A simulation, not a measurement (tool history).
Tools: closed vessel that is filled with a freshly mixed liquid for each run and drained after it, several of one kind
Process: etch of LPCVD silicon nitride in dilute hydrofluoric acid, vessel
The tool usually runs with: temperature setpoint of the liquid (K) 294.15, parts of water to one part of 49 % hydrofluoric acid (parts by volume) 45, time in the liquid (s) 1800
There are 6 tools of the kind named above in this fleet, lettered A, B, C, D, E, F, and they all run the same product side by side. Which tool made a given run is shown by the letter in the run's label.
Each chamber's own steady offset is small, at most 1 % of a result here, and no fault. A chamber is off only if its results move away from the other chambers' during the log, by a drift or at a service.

run,hour,temperature setpoint of the liquid (K),parts of water to one part of 49 % hydrofluoric acid (parts by volume),time in the liquid (s),"read-back film thickness of the LPCVD silicon nitride reference wafer, read on the same gauge (nm)",thickness taken off the LPCVD silicon nitride on a monitor wafer (nm)
1D,9.6,294.15,45,1800,100.010,14.415
2E,21.6,294.15,45,1800,99.971,14.287
3B,35.4,294.15,45,1800,100.030,14.394
4C,43.0,294.15,45,1800,100.020,14.424
5A,50.9,294.15,30,1800,100.030,21.337
6F,58.0,294.15,30,1800,100.010,21.268
7B,66.2,294.15,30,1800,99.994,21.476
8C,74.7,294.15,30,1800,99.991,21.268
9A,83.1,294.15,30,1800,100.000,21.449
10D,91.1,294.15,30,1800,99.977,21.093
11E,101.1,294.15,45,1800,100.000,14.279
12F,113.3,294.15,45,1800,100.040,14.103
13F,122.3,294.15,45,1800,99.978,14.135
14D,133.6,294.15,45,1800,99.982,14.326
15B,142.6,294.15,45,1800,100.050,14.331
# hour 145.1: chamber A: hydrofluoric acid flow meter replaced
16E,155.7,294.15,45,1800,99.967,14.224
# hour 158.7: chamber B: hydrofluoric acid flow meter replaced
17A,165.1,294.15,45,1800,100.000,14.320
18C,175.9,294.15,45,1800,100.030,14.107
19F,186.0,294.15,45,1800,99.949,14.161
20E,198.8,290.15,25,1800,100.030,18.778
21A,212.4,290.15,25,1800,99.999,19.265
22C,221.5,290.15,25,1800,100.020,18.810
# hour 222.5: chamber B: thermometer replaced
23D,228.8,290.15,25,1800,99.993,18.889
24B,235.7,290.15,25,1800,100.030,19.495
25D,244.1,290.15,25,1800,99.935,18.946
# hour 254.2: chamber F: thermometer replaced
26F,254.3,296.15,35,1800,99.981,20.840
27A,268.3,296.15,35,1800,99.994,21.165
28E,278.0,296.15,35,1800,100.010,20.786
29C,291.2,296.15,35,1800,100.000,20.248
30B,305.0,296.15,35,1800,100.020,21.256
31A,315.6,296.15,35,1800,100.010,20.910
32F,323.3,298.15,55,1800,100.000,15.387
33C,330.0,298.15,55,1800,99.973,14.844
34D,337.4,298.15,55,1800,100.050,15.522
35E,347.2,298.15,55,1800,99.986,15.567
36B,358.0,298.15,55,1800,100.020,15.535
37C,364.5,298.15,55,1800,99.998,14.814
38B,372.6,294.15,45,1800,99.970,14.388
39E,385.9,294.15,45,1800,100.020,14.267
40D,397.9,294.15,45,1800,100.000,14.339
41A,404.2,294.15,45,1800,100.020,14.288
42F,414.0,294.15,45,1800,99.994,14.173
43B,425.8,294.15,45,1800,100.010,14.412

Next, all 6 chambers run the settings below, one line each with question marks for the results. What does each chamber give?
44A,435.9,294.15,45,1800,,?
44B,435.9,294.15,45,1800,,?
44C,435.9,294.15,45,1800,,?
44D,435.9,294.15,45,1800,,?
44E,435.9,294.15,45,1800,,?
44F,435.9,294.15,45,1800,,?

run,thickness taken off the LPCVD silicon nitride on a monitor wafer (nm)
44A,14.250
44B,14.462
44C,13.581
44D,14.288
44E,14.359
44F,14.273
